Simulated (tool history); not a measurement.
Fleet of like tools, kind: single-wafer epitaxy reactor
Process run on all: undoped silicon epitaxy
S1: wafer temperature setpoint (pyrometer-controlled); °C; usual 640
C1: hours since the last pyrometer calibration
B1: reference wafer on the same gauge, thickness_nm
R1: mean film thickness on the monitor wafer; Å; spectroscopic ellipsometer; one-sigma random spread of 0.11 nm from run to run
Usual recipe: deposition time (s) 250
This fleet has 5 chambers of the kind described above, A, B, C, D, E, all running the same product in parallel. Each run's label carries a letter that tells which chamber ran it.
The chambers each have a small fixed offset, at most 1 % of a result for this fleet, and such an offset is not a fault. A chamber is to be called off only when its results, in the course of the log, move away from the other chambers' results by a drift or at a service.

{"run": "1B", "hour": 6.8, "S1": 640, "deposition time (s)": 250, "C1": 664.3, "B1": 39.98, "R1": 340.42}
{"run": "2C", "hour": 14.9, "S1": 640, "deposition time (s)": 250, "C1": 1684.4, "B1": 40.009, "R1": 334.51}
{"run": "3E", "hour": 25.1, "S1": 640, "deposition time (s)": 250, "C1": 1718.1, "B1": 39.987, "R1": 337.19}
{"run": "4A", "hour": 32.9, "S1": 640, "deposition time (s)": 250, "C1": 1808.9, "B1": 40.02, "R1": 333.89}
{"run": "5D", "hour": 40.9, "S1": 640, "deposition time (s)": 250, "C1": 2288.2, "B1": 40.017, "R1": 335.54}
{"run": "6E", "hour": 49.6, "S1": 640, "deposition time (s)": 250, "C1": 1742.6, "B1": 40.041, "R1": 338.14}
{"run": "7A", "hour": 60.1, "S1": 640, "deposition time (s)": 250, "C1": 1836.1, "B1": 39.997, "R1": 333.87}
{"run": "8C", "hour": 67.2, "S1": 640, "deposition time (s)": 250, "C1": 1736.7, "B1": 39.986, "R1": 337.13}
{"run": "9D", "hour": 72.3, "S1": 626, "deposition time (s)": 202, "C1": 2319.6, "B1": 40.003, "R1": 196.77}
{"run": "10B", "hour": 77.2, "S1": 626, "deposition time (s)": 202, "C1": 734.7, "B1": 40.022, "R1": 202.09}
{"run": "11A", "hour": 84.9, "S1": 626, "deposition time (s)": 202, "C1": 1860.9, "B1": 40.017, "R1": 196.52}
{"run": "12B", "hour": 94.4, "S1": 626, "deposition time (s)": 202, "C1": 751.9, "B1": 40.003, "R1": 200.36}
{"run": "13C", "hour": 100.2, "S1": 626, "deposition time (s)": 202, "C1": 1769.7, "B1": 39.993, "R1": 198.46}
{"run": "14D", "hour": 105.2, "S1": 640, "deposition time (s)": 250, "C1": 2352.5, "B1": 39.995, "R1": 335.44}
{"run": "15E", "hour": 115.1, "S1": 640, "deposition time (s)": 250, "C1": 1808.1, "B1": 39.999, "R1": 336.53}
{"run": "16E", "hour": 123.5, "S1": 640, "deposition time (s)": 250, "C1": 1816.5, "B1": 39.964, "R1": 335.86}
{"run": "17B", "hour": 130.6, "S1": 640, "deposition time (s)": 250, "C1": 788.1, "B1": 39.975, "R1": 340.45}
{"run": "18C", "hour": 135.6, "S1": 640, "deposition time (s)": 250, "C1": 1805.1, "B1": 39.973, "R1": 335.54}
{"hour": 142.8, "done": "chamber E: pyrometer calibrated"}
{"run": "19A", "hour": 144.3, "S1": 640, "deposition time (s)": 250, "C1": 1920.3, "B1": 40.02, "R1": 336.0}
{"run": "20D", "hour": 149.4, "S1": 640, "deposition time (s)": 250, "C1": 2396.7, "B1": 40.008, "R1": 334.52}
{"run": "21E", "hour": 160.0, "S1": 640, "deposition time (s)": 250, "C1": 17.2, "B1": 40.002, "R1": 321.37}
{"run": "22B", "hour": 168.3, "S1": 640, "deposition time (s)": 250, "C1": 825.8, "B1": 39.999, "R1": 338.31}
{"run": "23C", "hour": 177.1, "S1": 640, "deposition time (s)": 250, "C1": 1846.6, "B1": 40.021, "R1": 334.98}
{"run": "24A", "hour": 183.8, "S1": 640, "deposition time (s)": 250, "C1": 1959.8, "B1": 40.004, "R1": 335.08}
{"run": "25D", "hour": 193.3, "S1": 640, "deposition time (s)": 250, "C1": 2440.6, "B1": 39.996, "R1": 336.07}
{"run": "26B", "hour": 203.4, "S1": 640, "deposition time (s)": 250, "C1": 860.9, "B1": 39.985, "R1": 339.75}
{"run": "27A", "hour": 211.9, "S1": 640, "deposition time (s)": 250, "C1": 1987.9, "B1": 39.997, "R1": 333.78}
{"run": "28C", "hour": 221.6, "S1": 654, "deposition time (s)": 250, "C1": 1891.1, "B1": 39.975, "R1": 459.53}
{"hour": 227.1, "done": "chamber C: pyrometer calibrated"}
{"run": "29D", "hour": 228.8, "S1": 654, "deposition time (s)": 250, "C1": 2476.1, "B1": 39.978, "R1": 459.98}
{"run": "30E", "hour": 233.9, "S1": 654, "deposition time (s)": 250, "C1": 91.1, "B1": 39.982, "R1": 439.49}
{"run": "31D", "hour": 240.8, "S1": 654, "deposition time (s)": 250, "C1": 2488.1, "B1": 39.972, "R1": 457.89}
{"run": "32E", "hour": 249.7, "S1": 654, "deposition time (s)": 250, "C1": 106.9, "B1": 40.011, "R1": 438.61}
{"run": "33A", "hour": 259.7, "S1": 640, "deposition time (s)": 250, "C1": 2035.7, "B1": 40.013, "R1": 336.16}
{"run": "34C", "hour": 267.2, "S1": 640, "deposition time (s)": 250, "C1": 40.2, "B1": 40.032, "R1": 336.53}
{"run": "35B", "hour": 272.3, "S1": 640, "deposition time (s)": 250, "C1": 929.8, "B1": 40.014, "R1": 337.9}
{"run": "36A", "hour": 279.1, "S1": 635, "deposition time (s)": 289, "C1": 2055.1, "B1": 40.002, "R1": 346.22}

One chamber off, gauge drift, or nothing amiss beyond the chambers' own small offsets? If it is a chamber, which one, and what is the likeliest cause?

After it was serviced, chamber E no longer matches the other chambers.
Most likely cause: wafer temperature below the value expected at the setpoint (K) = 1.64.

Below are 4 candidate recipes for chamber E's next run, each the usual settings with a change, their results shown as question marks. Which of them brings E's results back in line with what the other chambers give on the usual settings?
In line means no further than this from the other chambers' mean on the usual settings: R1 3.70 Å
{"run": "37E-1", "hour": 286.9, "S1": 640, "deposition time (s)": 240, "R1": "?"}
{"run": "37E-2", "hour": 286.9, "S1": 640, "deposition time (s)": 260, "R1": "?"}
{"run": "37E-3", "hour": 286.9, "S1": 640, "deposition time (s)": 254, "R1": "?"}
{"run": "37E-4", "hour": 286.9, "S1": 640, "deposition time (s)": 246, "R1": "?"}

Usual-settings mean across the other chambers: R1 336.97 Å
run=37E-1 R1=311.09
run=37E-2 R1=337.02
run=37E-3 R1=329.24
run=37E-4 R1=318.87
The right change is 37E-2: it brings the chamber back within the allowed miss of the others.

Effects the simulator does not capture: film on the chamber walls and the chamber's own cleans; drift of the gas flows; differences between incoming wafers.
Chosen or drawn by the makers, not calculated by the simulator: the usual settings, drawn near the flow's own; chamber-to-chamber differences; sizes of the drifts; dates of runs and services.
